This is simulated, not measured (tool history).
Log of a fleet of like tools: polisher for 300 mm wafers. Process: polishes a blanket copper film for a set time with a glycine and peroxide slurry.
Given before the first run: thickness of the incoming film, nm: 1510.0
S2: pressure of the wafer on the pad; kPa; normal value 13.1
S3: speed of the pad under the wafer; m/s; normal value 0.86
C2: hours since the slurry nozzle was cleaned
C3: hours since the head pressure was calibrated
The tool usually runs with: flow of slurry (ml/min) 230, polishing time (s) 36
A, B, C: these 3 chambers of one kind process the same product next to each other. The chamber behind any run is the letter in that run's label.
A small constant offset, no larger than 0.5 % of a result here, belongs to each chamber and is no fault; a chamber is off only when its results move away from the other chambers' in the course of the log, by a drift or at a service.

run 1B day=0.258 | flow_of_slurry_(ml/min)=230 S2=13.1 S3=0.86 polishing_time_(s)=36 | wafers_polished_on_this_pad=782 C2=68.2 C3=392.2 | film_removed_(angstrom)=1323.40
run 2C day=0.421 | flow_of_slurry_(ml/min)=230 S2=13.1 S3=0.86 polishing_time_(s)=36 | wafers_polished_on_this_pad=462 C2=400.1 C3=850.1 | film_removed_(angstrom)=1321.60
run 3A day=0.700 | flow_of_slurry_(ml/min)=230 S2=13.1 S3=0.86 polishing_time_(s)=36 | wafers_polished_on_this_pad=216 C2=469.8 C3=120.6 | film_removed_(angstrom)=1369.90
run 4A day=0.912 | flow_of_slurry_(ml/min)=230 S2=13.1 S3=0.86 polishing_time_(s)=36 | wafers_polished_on_this_pad=253 C2=474.9 C3=125.7 | film_removed_(angstrom)=1351.90
run 5B day=1.142 | flow_of_slurry_(ml/min)=230 S2=13.1 S3=0.86 polishing_time_(s)=36 | wafers_polished_on_this_pad=933 C2=89.4 C3=413.4 | film_removed_(angstrom)=1341.30
run 6C day=1.425 | flow_of_slurry_(ml/min)=230 S2=13.1 S3=0.86 polishing_time_(s)=36 | wafers_polished_on_this_pad=635 C2=424.2 C3=874.2 | film_removed_(angstrom)=1321.40
run 7B day=1.662 | flow_of_slurry_(ml/min)=230 S2=13.1 S3=0.86 polishing_time_(s)=36 | wafers_polished_on_this_pad=1023 C2=101.9 C3=425.9 | film_removed_(angstrom)=1312.40
run 8A day=1.879 | flow_of_slurry_(ml/min)=230 S2=13.1 S3=0.86 polishing_time_(s)=36 | wafers_polished_on_this_pad=419 C2=498.1 C3=148.9 | film_removed_(angstrom)=1351.60
run 9C day=2.117 | flow_of_slurry_(ml/min)=230 S2=13.1 S3=0.86 polishing_time_(s)=36 | wafers_polished_on_this_pad=753 C2=440.8 C3=890.8 | film_removed_(angstrom)=1331.30
-- day=2.146 chamber B: worn pad replaced by a new one
run 10B day=2.312 | flow_of_slurry_(ml/min)=230 S2=13.1 S3=0.86 polishing_time_(s)=36 | wafers_polished_on_this_pad=28 C2=117.5 C3=441.5 | film_removed_(angstrom)=1307.20
run 11A day=2.488 | flow_of_slurry_(ml/min)=230 S2=13.1 S3=0.86 polishing_time_(s)=36 | wafers_polished_on_this_pad=523 C2=512.7 C3=163.5 | film_removed_(angstrom)=1361.10
-- day=2.579 chamber C: worn pad replaced by a new one
run 12C day=2.708 | flow_of_slurry_(ml/min)=230 S2=13.1 S3=0.86 polishing_time_(s)=36 | wafers_polished_on_this_pad=22 C2=455.0 C3=905.0 | film_removed_(angstrom)=1346.90
run 13B day=2.904 | flow_of_slurry_(ml/min)=230 S2=13.1 S3=0.86 polishing_time_(s)=36 | wafers_polished_on_this_pad=130 C2=131.7 C3=455.7 | film_removed_(angstrom)=1295.70
run 14A day=3.104 | flow_of_slurry_(ml/min)=230 S2=13.1 S3=0.86 polishing_time_(s)=36 | wafers_polished_on_this_pad=629 C2=527.5 C3=178.3 | film_removed_(angstrom)=1326.10
-- day=3.179 chamber A: slurry nozzle cleaned
-- day=3.354 chamber C: head pressure recalibrated
run 15C day=3.358 | flow_of_slurry_(ml/min)=230 S2=15.2 S3=0.86 polishing_time_(s)=36 | wafers_polished_on_this_pad=134 C2=470.6 C3=0.2 | film_removed_(angstrom)=1477.20
run 16B day=3.567 | flow_of_slurry_(ml/min)=230 S2=15.2 S3=0.86 polishing_time_(s)=36 | wafers_polished_on_this_pad=243 C2=147.6 C3=471.6 | film_removed_(angstrom)=1420.70
run 17A day=3.700 | flow_of_slurry_(ml/min)=230 S2=15.2 S3=0.86 polishing_time_(s)=36 | wafers_polished_on_this_pad=731 C2=12.6 C3=192.6 | film_removed_(angstrom)=1502.60
run 18C day=3.896 | flow_of_slurry_(ml/min)=230 S2=13.1 S3=0.86 polishing_time_(s)=36 | wafers_polished_on_this_pad=226 C2=483.5 C3=13.1 | film_removed_(angstrom)=1308.20
run 19C day=4.038 | flow_of_slurry_(ml/min)=230 S2=9.0 S3=0.86 polishing_time_(s)=26 | wafers_polished_on_this_pad=250 C2=486.9 C3=16.5 | film_removed_(angstrom)=742.11
run 20A day=4.258 | flow_of_slurry_(ml/min)=230 S2=9.0 S3=0.86 polishing_time_(s)=26 | wafers_polished_on_this_pad=826 C2=26.0 C3=206.0 | film_removed_(angstrom)=743.21
run 21B day=4.408 | flow_of_slurry_(ml/min)=230 S2=9.0 S3=0.86 polishing_time_(s)=26 | wafers_polished_on_this_pad=388 C2=167.8 C3=491.8 | film_removed_(angstrom)=707.10
run 22B day=4.700 | flow_of_slurry_(ml/min)=230 S2=13.1 S3=0.86 polishing_time_(s)=36 | wafers_polished_on_this_pad=438 C2=174.8 C3=498.8 | film_removed_(angstrom)=1234.50
run 23C day=4.967 | flow_of_slurry_(ml/min)=230 S2=13.1 S3=0.86 polishing_time_(s)=36 | wafers_polished_on_this_pad=409 C2=509.2 C3=38.8 | film_removed_(angstrom)=1326.80
run 24A day=5.100 | flow_of_slurry_(ml/min)=230 S2=13.1 S3=0.86 polishing_time_(s)=36 | wafers_polished_on_this_pad=971 C2=46.2 C3=226.2 | film_removed_(angstrom)=1334.40
run 25A day=5.271 | flow_of_slurry_(ml/min)=280 S2=13.1 S3=0.86 polishing_time_(s)=41 | wafers_polished_on_this_pad=1000 C2=50.3 C3=230.3 | film_removed_(angstrom)=1554.10
run 26C day=5.525 | flow_of_slurry_(ml/min)=280 S2=13.1 S3=0.86 polishing_time_(s)=41 | wafers_polished_on_this_pad=505 C2=522.6 C3=52.2 | film_removed_(angstrom)=1533.80
run 27B day=5.692 | flow_of_slurry_(ml/min)=280 S2=13.1 S3=0.86 polishing_time_(s)=41 | wafers_polished_on_this_pad=608 C2=198.6 C3=522.6 | film_removed_(angstrom)=1424.40
run 28C day=5.829 | flow_of_slurry_(ml/min)=230 S2=13.1 S3=0.98 polishing_time_(s)=41 | wafers_polished_on_this_pad=557 C2=529.9 C3=59.5 | film_removed_(angstrom)=1668.70
run 29B day=6.071 | flow_of_slurry_(ml/min)=230 S2=13.1 S3=0.98 polishing_time_(s)=41 | wafers_polished_on_this_pad=673 C2=207.7 C3=531.7 | film_removed_(angstrom)=1513.70
run 30A day=6.254 | flow_of_slurry_(ml/min)=230 S2=13.1 S3=0.98 polishing_time_(s)=41 | wafers_polished_on_this_pad=1169 C2=73.9 C3=253.9 | film_removed_(angstrom)=1680.00

Does one chamber stand apart from the rest, does the shared gauge drift, or is all well apart from small per-chamber offsets? Give the chamber and the most likely cause, where there is one.

Little by little, chamber B moves away from the other chambers.
Likeliest cause: head's pressure below its setpoint, % = 12.5.

Here are 4 candidates for chamber B's next run, each the usual settings with a change, their results left as question marks. Which one brings its results back in line with what the others give on the usual settings?
In line here means within this much of the mean the other chambers give on the usual settings: film removed (angstrom) 38.00
run 31B-1 day=6.471 | flow_of_slurry_(ml/min)=230 S2=13.1 S3=0.90 polishing_time_(s)=38 | film_removed_(angstrom)=?
run 31B-2 day=6.471 | flow_of_slurry_(ml/min)=230 S2=13.1 S3=0.86 polishing_time_(s)=33 | film_removed_(angstrom)=?
run 31B-3 day=6.471 | flow_of_slurry_(ml/min)=230 S2=9.7 S3=0.86 polishing_time_(s)=36 | film_removed_(angstrom)=?
run 31B-4 day=6.471 | flow_of_slurry_(ml/min)=230 S2=15.2 S3=0.98 polishing_time_(s)=36 | film_removed_(angstrom)=?

The mean the other chambers reach with the usual settings: film removed (angstrom) 1336.30
run=31B-1 film_removed_(angstrom)=1316.90
run=31B-2 film_removed_(angstrom)=1107.30
run=31B-3 film_removed_(angstrom)=986.42
run=31B-4 film_removed_(angstrom)=1478.40
The answer is 31B-1, which returns the chamber to within the allowed miss of the others.
